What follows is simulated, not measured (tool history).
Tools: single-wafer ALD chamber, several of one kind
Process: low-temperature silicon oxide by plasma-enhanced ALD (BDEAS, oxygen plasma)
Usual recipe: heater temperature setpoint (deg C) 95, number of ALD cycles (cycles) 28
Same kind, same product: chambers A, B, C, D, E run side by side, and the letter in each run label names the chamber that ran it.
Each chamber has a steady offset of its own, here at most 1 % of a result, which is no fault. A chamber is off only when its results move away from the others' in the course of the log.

| run | hour | heater temperature setpoint (deg C) | number of ALD cycles (cycles) | hours since the last thermocouple change | read-back reference wafer on the same gauge, thickness_nm | mean film thickness on the monitor wafer (Å) |
|---|---|---|---|---|---|---|
| 1A | 8.1 | 95 | 28 | 213.2 | 4.4801 | 40.623 |
| 2B | 16.1 | 95 | 28 | 502.6 | 4.4820 | 40.707 |
| 3C | 28.9 | 95 | 28 | 384.6 | 4.4822 | 40.896 |
| 4E | 37.8 | 95 | 28 | 338.9 | 4.4820 | 41.183 |
| 5D | 49.8 | 95 | 28 | 1698.2 | 4.4835 | 40.690 |
| 6C | 63.1 | 95 | 28 | 418.8 | 4.4856 | 40.959 |
| 7E | 72.7 | 95 | 28 | 373.8 | 4.4844 | 41.137 |
| 8D | 82.3 | 95 | 23 | 1730.7 | 4.4843 | 33.519 |
| 9A | 95.4 | 95 | 23 | 300.5 | 4.4865 | 33.467 |
| 10B | 109.1 | 95 | 23 | 595.6 | 4.4874 | 33.506 |
| 11B | 115.7 | 95 | 23 | 602.2 | 4.4891 | 33.556 |
| 12C | 129.0 | 95 | 23 | 484.7 | 4.4904 | 33.651 |
| 13D | 138.4 | 95 | 28 | 1786.8 | 4.4897 | 40.797 |
| 14E | 147.4 | 95 | 28 | 448.5 | 4.4893 | 41.250 |
| 15A | 160.3 | 95 | 28 | 365.4 | 4.4916 | 40.823 |
| 16E | 173.6 | 95 | 28 | 474.7 | 4.4917 | 41.067 |
| 17C | 182.7 | 95 | 28 | 538.4 | 4.4922 | 40.958 |
| 18D | 193.3 | 95 | 28 | 1841.7 | 4.4916 | 40.903 |
| 19A | 206.7 | 99 | 24 | 411.8 | 4.4931 | 34.485 |
| 20B | 220.8 | 99 | 24 | 707.3 | 4.4952 | 34.521 |
| 21B | 231.9 | 99 | 24 | 718.4 | 4.4946 | 34.446 |
| 22E | 238.7 | 99 | 24 | 539.8 | 4.4974 | 34.945 |
| 23A | 250.1 | 99 | 24 | 455.2 | 4.4974 | 34.557 |
| 24C | 264.3 | 95 | 28 | 620.0 | 4.4982 | 41.103 |
| 25D | 276.6 | 95 | 28 | 1925.0 | 4.4981 | 40.913 |
| 26C | 288.1 | 95 | 28 | 643.8 | 4.4994 | 41.100 |
| 27E | 300.4 | 95 | 28 | 601.5 | 4.4998 | 41.153 |
| 28D | 306.7 | 95 | 28 | 1955.1 | 4.4998 | 40.907 |
| 29B | 320.7 | 95 | 28 | 807.2 | 4.5010 | 40.861 |
| 30A | 327.1 | 95 | 33 | 532.2 | 4.5023 | 48.211 |
| 31D | 333.6 | 95 | 33 | 1982.0 | 4.5026 | 48.444 |
| 32B | 343.2 | 95 | 33 | 829.7 | 4.5033 | 48.154 |
| 33A | 357.3 | 95 | 33 | 562.4 | 4.5032 | 48.269 |

The same settings go to every chamber for the next run, one line per chamber below. Forecast the results for each:
| 34A | 367.6 | 95 | 26 |  |  | ? |
| 34B | 367.6 | 95 | 26 |  |  | ? |
| 34C | 367.6 | 95 | 26 |  |  | ? |
| 34D | 367.6 | 95 | 26 |  |  | ? |
| 34E | 367.6 | 95 | 26 |  |  | ? |

| run | mean film thickness on the monitor wafer (Å) |
|---|---|
| 34A | 38.038 |
| 34B | 37.993 |
| 34C | 38.173 |
| 34D | 38.085 |
| 34E | 38.388 |
